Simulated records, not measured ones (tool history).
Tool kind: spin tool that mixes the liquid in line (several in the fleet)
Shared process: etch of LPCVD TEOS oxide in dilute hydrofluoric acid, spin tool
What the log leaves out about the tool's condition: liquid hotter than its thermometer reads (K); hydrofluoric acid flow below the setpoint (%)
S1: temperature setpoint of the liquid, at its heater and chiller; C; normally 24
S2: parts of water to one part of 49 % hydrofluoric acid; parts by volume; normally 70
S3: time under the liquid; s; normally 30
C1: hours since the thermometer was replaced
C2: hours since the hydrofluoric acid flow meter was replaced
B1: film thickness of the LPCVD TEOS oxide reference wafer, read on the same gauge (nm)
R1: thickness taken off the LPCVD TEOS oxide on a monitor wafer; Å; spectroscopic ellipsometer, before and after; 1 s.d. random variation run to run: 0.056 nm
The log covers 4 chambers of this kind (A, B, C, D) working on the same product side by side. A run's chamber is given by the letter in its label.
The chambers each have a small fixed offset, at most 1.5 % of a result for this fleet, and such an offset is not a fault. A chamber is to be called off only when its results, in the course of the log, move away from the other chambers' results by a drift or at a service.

Run 1B, day 0.179: usual settings; C1 1503.2; C2 1571.4; B1 80.014. Result: R1 115.2 Å.
Run 2A, day 0.354: usual settings; C1 1049.3; C2 1794.4; B1 79.968. Result: R1 115.67 Å.
Run 3C, day 0.471: usual settings; C1 1021.2; C2 400.7; B1 80.007. Result: R1 115.1 Å.
Run 4D, day 0.604: usual settings; C1 804.2; C2 289.5; B1 80.017. Result: R1 113.93 Å.
Run 5A, day 0.783: usual settings; C1 1059.6; C2 1804.7; B1 80.024. Result: R1 115.52 Å.
Run 6C, day 0.992: usual settings; C1 1033.7; C2 413.2; B1 80.009. Result: R1 114.5 Å.
Run 7B, day 1.175: usual settings; C1 1527.1; C2 1595.3; B1 79.991. Result: R1 115.91 Å.
Run 8D, day 1.292: usual settings; C1 820.7; C2 306; B1 80.007. Result: R1 113.2 Å.
Run 9C, day 1.421: usual settings but S1 22.5 C; C1 1044; C2 423.5; B1 80.027. Result: R1 107.67 Å.
Run 10B, day 1.575: usual settings but S1 22.5 C; C1 1536.7; C2 1604.9; B1 80.033. Result: R1 108.75 Å.
Run 11A, day 1.712: usual settings but S1 22.5 C; C1 1081.9; C2 1827; B1 79.991. Result: R1 107.65 Å.
Run 12D, day 1.875: usual settings but S1 22.5 C; C1 834.7; C2 320; B1 79.997. Result: R1 107.92 Å.
Run 13B, day 2.017: usual settings but S2 95 parts by volume, S3 45 s; C1 1547.3; C2 1615.5; B1 80.018. Result: R1 122.97 Å.
Run 14C, day 2.138: usual settings but S2 95 parts by volume, S3 45 s; C1 1061.2; C2 440.7; B1 79.989. Result: R1 122.24 Å.
Run 15A, day 2.321: usual settings but S2 95 parts by volume, S3 45 s; C1 1096.5; C2 1841.6; B1 80.01. Result: R1 123.27 Å.
Run 16D, day 2.442: usual settings but S2 95 parts by volume, S3 45 s; C1 848.3; C2 333.6; B1 79.979. Result: R1 124.33 Å.
Run 17C, day 2.558: usual settings; C1 1071.3; C2 450.8; B1 79.985. Result: R1 114.13 Å.
Run 18B, day 2.729: usual settings; C1 1564.4; C2 1632.6; B1 79.981. Result: R1 115.02 Å.
Run 19A, day 2.862: usual settings but S1 21.5 C; C1 1109.5; C2 1854.6; B1 79.991. Result: R1 104.18 Å.
Run 20D, day 2.992: usual settings but S1 21.5 C; C1 861.5; C2 346.8; B1 80.005. Result: R1 104.71 Å.
Run 21A, day 3.171: usual settings but S1 21.5 C; C1 1116.9; C2 1862; B1 80.014. Result: R1 105.11 Å.
Run 22D, day 3.3: usual settings but S1 21.5 C; C1 868.9; C2 354.2; B1 80.018. Result: R1 105.65 Å.
Run 23C, day 3.504: usual settings; C1 1094; C2 473.5; B1 80.004. Result: R1 114.74 Å.
Run 24B, day 3.629: usual settings; C1 1586; C2 1654.2; B1 80.009. Result: R1 115.78 Å.
Run 25D, day 3.779: usual settings; C1 880.4; C2 365.7; B1 79.986. Result: R1 118.78 Å.
Run 26A, day 3.929: usual settings; C1 1135.1; C2 1880.2; B1 80.054. Result: R1 114.77 Å.
Run 27B, day 4.067: usual settings; C1 1596.5; C2 1664.7; B1 80.019. Result: R1 115.27 Å.
Run 28C, day 4.262: usual settings but S1 26.5 C, S3 40 s; C1 1112.2; C2 491.7; B1 80.027. Result: R1 170.19 Å.
Run 29D, day 4.367: usual settings but S1 26.5 C, S3 40 s; C1 894.5; C2 379.8; B1 79.98. Result: R1 176.32 Å.
Run 30B, day 4.517: usual settings but S1 26.5 C, S3 40 s; C1 1607.3; C2 1675.5; B1 80.004. Result: R1 169.56 Å.
Run 31A, day 4.708: usual settings but S1 26.5 C, S3 40 s; C1 1153.8; C2 1898.9; B1 79.99. Result: R1 168.88 Å.

Next, every chamber runs the same settings. What will each give?
Run 32A, day 4.854: usual settings. Result: R1 ?.
Run 32B, day 4.854: usual settings. Result: R1 ?.
Run 32C, day 4.854: usual settings. Result: R1 ?.
Run 32D, day 4.854: usual settings. Result: R1 ?.

run      R1
32A  114.87
32B  114.73
32C  114.38
32D  119.84
